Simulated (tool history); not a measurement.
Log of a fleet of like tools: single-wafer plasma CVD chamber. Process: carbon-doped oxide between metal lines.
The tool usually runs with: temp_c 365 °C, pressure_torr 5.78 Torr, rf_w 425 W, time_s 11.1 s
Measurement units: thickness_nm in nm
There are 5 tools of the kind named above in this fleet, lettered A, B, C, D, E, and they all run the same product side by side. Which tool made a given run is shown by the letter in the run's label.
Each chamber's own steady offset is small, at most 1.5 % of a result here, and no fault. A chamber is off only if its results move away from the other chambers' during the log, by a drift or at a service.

run	hour	temp_c	pressure_torr	rf_w	time_s	read-back reference wafer on the same gauge, thickness_nm	thickness_nm
1D	3	365	5.78	425	11.1	56.54	50.581
2E	6.5	365	5.78	425	11.1	56.515	50.796
3B	11	365	5.78	425	11.1	56.512	50.615
4C	15.6	365	5.78	425	11.1	56.509	49.637
5A	19.9	365	5.78	425	11.1	56.487	50.357
6D	25.8	365	5.78	425	11.1	56.556	50.191
7B	30.2	365	5.78	425	11.1	56.504	50.376
8A	34.3	365	5.78	425	11.1	56.499	50.646
9C	37.6	365	5.78	425	11.1	56.557	49.576
10E	42.7	365	5.78	425	11.1	56.455	50.538
11D	48.3	365	5.78	425	11.1	56.513	50.489
12C	52.9	365	5.78	425	11.1	56.552	49.375
13A	57.1	365	5.78	425	11.1	56.473	50.71
14E	60.2	365	5.78	425	11.1	56.492	50.618
15B	63	365	5.78	345	9.7	56.548	37.607
16B	67.4	365	5.78	345	9.7	56.489	37.8
17E	71.6	365	5.78	345	9.7	56.513	38.2
18D	77.3	365	5.78	345	9.7	56.462	37.604
19C	80.2	365	5.78	345	9.7	56.473	36.634
20A	83.3	365	5.78	425	11.1	56.48	50.514
21D	87.2	375	7	425	11.1	56.497	50.014
22B	92.1	375	7	425	11.1	56.526	50.286
23C	95	375	7	425	11.1	56.558	48.394
24E	100	375	7	425	11.1	56.49	49.839
25A	103.3	375	7	425	11.1	56.518	50.061
26D	106.1	365	5.78	425	11.1	56.518	50.154
27E	109.3	372	5.78	370	11.1	56.514	44.918
28B	113.4	372	5.78	370	11.1	56.519	44.48
29C	119.3	372	5.78	370	11.1	56.489	42.743
30A	124.8	372	5.78	370	11.1	56.5	44.775
31B	127.9	372	5.78	370	11.1	56.483	45.024
32A	133.8	365	5.78	425	11.1	56.566	50.598
33C	138.9	365	5.78	425	11.1	56.492	47.615

Next, all 5 chambers run the settings below, one line each with question marks for the results. What does each chamber give?
34A	143.1	365	5.78	425	11.1		?
34B	143.1	365	5.78	425	11.1		?
34C	143.1	365	5.78	425	11.1		?
34D	143.1	365	5.78	425	11.1		?
34E	143.1	365	5.78	425	11.1		?

run	thickness_nm
34A	50.474
34B	50.419
34C	47.957
34D	50.407
34E	50.679

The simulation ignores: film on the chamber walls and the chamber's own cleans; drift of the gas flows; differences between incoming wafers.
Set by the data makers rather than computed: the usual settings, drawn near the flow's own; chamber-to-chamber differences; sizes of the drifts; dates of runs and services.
